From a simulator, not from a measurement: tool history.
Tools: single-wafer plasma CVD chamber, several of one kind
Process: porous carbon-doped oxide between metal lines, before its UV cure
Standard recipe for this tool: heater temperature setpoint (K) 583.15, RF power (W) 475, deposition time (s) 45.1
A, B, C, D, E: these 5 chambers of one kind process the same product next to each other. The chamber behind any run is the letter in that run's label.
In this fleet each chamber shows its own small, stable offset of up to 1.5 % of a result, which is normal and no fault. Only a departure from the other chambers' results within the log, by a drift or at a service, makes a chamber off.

run,hour,heater temperature setpoint (K),RF power (W),deposition time (s),hours since the last thermocouple change,hours since the last RF generator calibration,"read-back reference wafer on the same gauge, thickness_nm",mean film thickness on the monitor wafer (angstrom)
1B,9.7,583.15,475,45.1,244.9,515.6,236.05,2176.2
2D,15.9,583.15,475,45.1,966.3,988.1,235.91,2190.7
3C,26.2,583.15,475,45.1,65.0,671.8,235.92,2225.0
# hour 32.9: chamber D: RF generator calibrated
4A,34.8,583.15,475,45.1,694.7,1749.2,235.82,2220.6
5E,42.3,583.15,475,45.1,64.6,1578.6,235.81,2205.6
6B,47.1,583.15,475,45.1,282.3,553.0,235.77,2178.8
7D,55.3,583.15,475,45.1,1005.7,22.4,235.74,2191.1
8E,62.2,583.15,475,45.1,84.5,1598.5,235.69,2200.1
9A,68.2,583.15,475,45.1,728.1,1782.6,235.69,2216.8
10C,73.2,573.15,510,45.1,112.0,718.8,235.69,2466.9
11A,83.5,573.15,510,45.1,743.4,1797.9,235.67,2463.6
12E,90.7,573.15,510,45.1,113.0,1627.0,235.58,2445.0
13C,97.7,573.15,510,45.1,136.5,743.3,235.58,2460.9
14D,107.7,573.15,510,45.1,1058.1,74.8,235.53,2425.3
15B,116.7,583.15,475,45.1,351.9,622.6,235.38,2176.7
16D,123.0,583.15,475,45.1,1073.4,90.1,235.41,2191.1
17C,132.7,588.15,475,45.1,171.5,778.3,235.50,2165.7
18A,141.3,588.15,475,45.1,801.2,1855.7,235.36,2155.0
19E,146.5,588.15,475,45.1,168.8,1682.8,235.34,2142.7
20B,152.3,588.15,475,45.1,387.5,658.2,235.36,2120.8
21A,162.6,588.15,475,45.1,822.5,1877.0,235.31,2152.7
22B,169.7,583.15,475,45.1,404.9,675.6,235.21,2174.8
23C,178.8,583.15,475,45.1,217.6,824.4,235.31,2212.8
24E,188.2,583.15,475,45.1,210.5,1724.5,235.19,2198.9
25D,195.6,571.15,405,45.1,1146.0,162.7,235.20,2079.6
26E,201.5,571.15,405,45.1,223.8,1737.8,235.21,2077.2
27B,208.6,571.15,405,45.1,443.8,714.5,235.06,2058.7
28C,214.4,571.15,405,45.1,253.2,860.0,235.03,2099.9
29A,220.1,571.15,405,45.1,880.0,1934.5,235.07,2095.8
30D,226.0,575.15,475,45.1,1176.4,193.1,235.11,2283.4
31C,235.0,575.15,475,45.1,273.8,880.6,234.94,2318.7
32D,244.9,575.15,475,45.1,1195.3,212.0,234.87,2283.0
33B,255.5,575.15,475,45.1,490.7,761.4,234.84,2268.0
34A,263.2,575.15,475,45.1,923.1,1977.6,234.81,2312.1
35E,269.4,583.15,475,45.1,291.7,1805.7,234.84,2193.9
36B,277.1,583.15,475,45.1,512.3,783.0,234.83,2167.7
37A,287.3,583.15,475,45.1,947.2,2001.7,234.67,2208.5
38D,294.9,583.15,475,45.1,1245.3,262.0,234.68,2173.9

One chamber off, gauge drift, or nothing amiss beyond the chambers' own small offsets? If it is a chamber, which one, and what is the likeliest cause?

Gauge drift. The chambers move together only on paper, and none stands off.
Most likely cause: gauge reads low (%) = 0.555.

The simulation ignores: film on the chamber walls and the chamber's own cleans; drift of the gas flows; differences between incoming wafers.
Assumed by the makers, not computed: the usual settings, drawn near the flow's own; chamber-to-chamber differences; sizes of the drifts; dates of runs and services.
